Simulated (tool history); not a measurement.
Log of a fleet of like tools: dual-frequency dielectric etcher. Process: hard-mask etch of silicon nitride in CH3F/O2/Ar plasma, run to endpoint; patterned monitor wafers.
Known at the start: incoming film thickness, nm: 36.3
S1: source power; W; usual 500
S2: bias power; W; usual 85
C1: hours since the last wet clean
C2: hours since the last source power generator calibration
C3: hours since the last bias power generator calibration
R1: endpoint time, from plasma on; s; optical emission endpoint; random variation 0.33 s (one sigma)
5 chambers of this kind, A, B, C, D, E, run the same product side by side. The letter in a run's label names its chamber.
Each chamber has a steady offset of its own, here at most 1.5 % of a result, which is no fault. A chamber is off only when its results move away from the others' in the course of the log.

| run | hour | S1 | S2 | C1 | C2 | C3 | R1 |
|---|---|---|---|---|---|---|---|
| 1A | 4 | 500 | 85 | 71.1 | 44.8 | 1074.9 | 45.179 |
| 2C | 8.1 | 500 | 85 | 277.4 | 707.2 | 138.1 | 44.593 |
| 3E | 14 | 500 | 85 | 210.5 | 3545.8 | 1613.3 | 45.33 |
| 4D | 18 | 500 | 85 | 314.2 | 1882 | 224.5 | 45.202 |
| 5B | 25.4 | 500 | 85 | 48.5 | 3761.3 | 588.9 | 45.919 |
| 6C | 31.4 | 500 | 85 | 300.7 | 730.5 | 161.4 | 44.939 |
| 7B | 37.3 | 420 | 73 | 60.4 | 3773.2 | 600.8 | 51.663 |
| 8E | 43 | 420 | 73 | 239.5 | 3574.8 | 1642.3 | 51.866 |
| 9A | 49 | 420 | 73 | 116.1 | 89.8 | 1119.9 | 50.711 |
| 10D | 57.1 | 420 | 73 | 353.3 | 1921.1 | 263.6 | 51.5 |
| 11C | 64.8 | 420 | 73 | 334.1 | 763.9 | 194.8 | 50.975 |
|  | 70.6 | chamber C: wet clean of the chamber |
| 12A | 73.1 | 500 | 97 | 140.2 | 113.9 | 1144 | 42.844 |
| 13B | 80.5 | 500 | 97 | 103.6 | 3816.4 | 644 | 43.433 |
| 14E | 87.6 | 500 | 97 | 284.1 | 3619.4 | 1686.9 | 44.118 |
| 15D | 94.4 | 500 | 97 | 390.6 | 1958.4 | 300.9 | 43.683 |
| 16E | 99.9 | 500 | 97 | 296.4 | 3631.7 | 1699.2 | 43.998 |
| 17B | 106.1 | 500 | 85 | 129.2 | 3842 | 669.6 | 45.726 |
| 18A | 112.4 | 500 | 85 | 179.5 | 153.2 | 1183.3 | 44.934 |
| 19C | 120 | 500 | 85 | 49.5 | 819.1 | 250 | 44.905 |
| 20D | 126.8 | 500 | 85 | 423 | 1990.8 | 333.3 | 44.872 |
| 21C | 134.7 | 500 | 85 | 64.2 | 833.8 | 264.7 | 45.114 |
| 22A | 140.7 | 500 | 85 | 207.8 | 181.5 | 1211.6 | 45.275 |
| 23D | 147.1 | 500 | 85 | 443.3 | 2011.1 | 353.6 | 45.099 |
| 24B | 155.4 | 500 | 85 | 178.5 | 3891.3 | 718.9 | 45.21 |
| 25E | 162.3 | 500 | 85 | 358.8 | 3694.1 | 1761.6 | 45.64 |
| 26C | 168.5 | 500 | 85 | 98 | 867.6 | 298.5 | 44.994 |
| 27B | 177.3 | 500 | 85 | 200.4 | 3913.2 | 740.8 | 45.704 |
|  | 181.3 | chamber E: source power generator calibrated |
| 28D | 182.2 | 500 | 85 | 478.4 | 2046.2 | 388.7 | 44.938 |
| 29A | 188.4 | 500 | 85 | 255.5 | 229.2 | 1259.3 | 45.075 |
| 30E | 196 | 500 | 85 | 392.5 | 14.7 | 1795.3 | 46.174 |
| 31D | 202.8 | 500 | 85 | 499 | 2066.8 | 409.3 | 45.333 |
| 32E | 206.8 | 500 | 85 | 403.3 | 25.5 | 1806.1 | 45.066 |

All 5 chambers run these settings next. Forecast each chamber's results:
| 33A | 213.3 | 500 | 85 |  |  |  | ? |
| 33B | 213.3 | 500 | 85 |  |  |  | ? |
| 33C | 213.3 | 500 | 85 |  |  |  | ? |
| 33D | 213.3 | 500 | 85 |  |  |  | ? |
| 33E | 213.3 | 500 | 85 |  |  |  | ? |

| run | R1 |
|---|---|
| 33A | 44.715 |
| 33B | 45.739 |
| 33C | 45.28 |
| 33D | 45.624 |
| 33E | 45.635 |

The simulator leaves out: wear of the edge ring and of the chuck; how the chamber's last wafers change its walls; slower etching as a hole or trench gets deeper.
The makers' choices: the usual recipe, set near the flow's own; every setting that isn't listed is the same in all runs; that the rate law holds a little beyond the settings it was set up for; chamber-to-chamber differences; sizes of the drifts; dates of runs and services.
